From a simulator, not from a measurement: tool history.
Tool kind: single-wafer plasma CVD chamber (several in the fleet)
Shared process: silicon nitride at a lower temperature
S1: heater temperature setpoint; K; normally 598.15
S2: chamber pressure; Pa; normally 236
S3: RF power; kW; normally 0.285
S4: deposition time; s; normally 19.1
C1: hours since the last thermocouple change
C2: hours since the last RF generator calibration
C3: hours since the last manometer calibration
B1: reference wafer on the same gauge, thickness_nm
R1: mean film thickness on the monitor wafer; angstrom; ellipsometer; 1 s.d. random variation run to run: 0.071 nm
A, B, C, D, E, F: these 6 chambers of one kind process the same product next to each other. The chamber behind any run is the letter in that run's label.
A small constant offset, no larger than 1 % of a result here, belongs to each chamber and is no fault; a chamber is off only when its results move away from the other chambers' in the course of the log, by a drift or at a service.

run	hour	S1	S2	S3	S4	C1	C2	C3	B1	R1
1E	6.6	598.15	236	0.285	19.1	360.6	820.6	801.2	22.898	224.38
2F	9.6	598.15	236	0.285	19.1	1693.4	677.4	671.2	22.885	225.89
3D	13.3	598.15	236	0.285	19.1	595.1	1622.9	648	22.906	224.5
4C	17.6	598.15	236	0.285	19.1	1881	776.3	637.9	22.908	227.65
5B	23.1	598.15	236	0.285	19.1	616.5	1415.5	1642.6	22.906	223.62
6A	28.8	605.15	236	0.285	19.1	32.4	183.8	1552.4	22.908	221.55
7B	35	605.15	236	0.285	19.1	628.4	1427.4	1654.5	22.92	222.6
8E	39.3	605.15	236	0.285	19.1	393.3	853.3	833.9	22.901	222.16
9A	44.8	605.15	236	0.285	19.1	48.4	199.8	1568.4	22.893	222.95
10D	51.5	605.15	236	0.285	19.1	633.3	1661.1	686.2	22.897	225.17
11C	57.4	605.15	236	0.285	19.1	1920.8	816.1	677.7	22.9	228.1
12F	62.8	598.15	236	0.285	19.1	1746.6	730.6	724.4	22.908	226.63
13F	68.2	598.15	236	0.285	19.1	1752	736	729.8	22.899	225.28
14D	73.5	598.15	187	0.285	19.1	655.3	1683.1	708.2	22.908	212.65
15C	76.7	598.15	187	0.285	19.1	1940.1	835.4	697	22.91	211.96
16E	81	598.15	187	0.285	19.1	435	895	875.6	22.894	211.14
17B	84.8	598.15	187	0.285	19.1	678.2	1477.2	1704.3	22.912	210
18A	90.6	598.15	187	0.285	19.1	94.2	245.6	1614.2	22.907	209.2
19A	94.5	598.15	187	0.285	19.1	98.1	249.5	1618.1	22.904	208.26
20D	98	598.15	236	0.285	19.1	679.8	1707.6	732.7	22.898	228.39
21B	101.2	598.15	236	0.285	19.1	694.6	1493.6	1720.7	22.882	223.02
22E	107.5	598.15	236	0.285	19.1	461.5	921.5	902.1	22.9	224.55
23C	111.5	598.15	236	0.285	19.1	1974.9	870.2	731.8	22.897	227.68
24F	114.8	598.15	236	0.285	19.1	1798.6	782.6	776.4	22.905	224.96
25A	118.3	598.15	236	0.285	19.1	121.9	273.3	1641.9	22.911	222.95
26C	122.9	598.15	236	0.285	19.1	1986.3	881.6	743.2	22.903	226.31
27E	126.8	598.15	236	0.285	19.1	480.8	940.8	921.4	22.888	223.44
28B	130.7	598.15	236	0.285	19.1	724.1	1523.1	1750.2	22.911	223.79
29F	134.8	598.15	236	0.285	19.1	1818.6	802.6	796.4	22.89	225.74
30D	137.9	604.15	236	0.285	19.1	719.7	1747.5	772.6	22.906	227.41
# hour 139.4: chamber C: RF generator calibrated
31F	141.6	604.15	236	0.285	19.1	1825.4	809.4	803.2	22.879	225.7
# hour 145.8: chamber E: RF generator calibrated
32D	146.9	604.15	236	0.285	19.1	728.7	1756.5	781.6	22.894	228.84
33B	150.6	604.15	236	0.285	19.1	744	1543	1770.1	22.906	221.76
34E	155.3	604.15	236	0.285	19.1	509.3	9.5	949.9	22.889	222.62
35A	159.8	604.15	236	0.285	19.1	163.4	314.8	1683.4	22.899	222.47
36C	163.8	598.15	236	0.285	19.1	2027.2	24.4	784.1	22.892	227.48
37E	170.3	598.15	236	0.285	19.1	524.3	24.5	964.9	22.895	224.29
38B	174.3	598.15	236	0.285	20.4	767.7	1566.7	1793.8	22.899	237.7

Has any chamber moved away from the others, gradually or after a service, or does the common gauge drift, or do the chambers differ only by their own small steady offsets? State the chamber and the most likely cause if one applies.

Chamber D drifts away from the others.
Cause: true pressure above the setpoint (%) = 6.37.

Here are 4 candidates for chamber D's next run, each the usual settings with a change, their results left as question marks. Which one brings its results back in line with what the others give on the usual settings?
Allowed miss from the other chambers' usual-settings mean, per result, to count as in line: R1 2.5 angstrom
39D-1	179.1	598.15	232	0.28	19.1					?
39D-2	179.1	598.15	236	0.295	19.1					?
39D-3	179.1	598.15	233	0.28	18.6					?
39D-4	179.1	598.15	236	0.285	19.9					?

What the other chambers average on the usual settings: R1 224.71 angstrom
run	R1
39D-1	225.61
39D-2	234.89
39D-3	220.05
39D-4	238.99
The right change is 39D-1: it brings the chamber back within the allowed miss of the others.
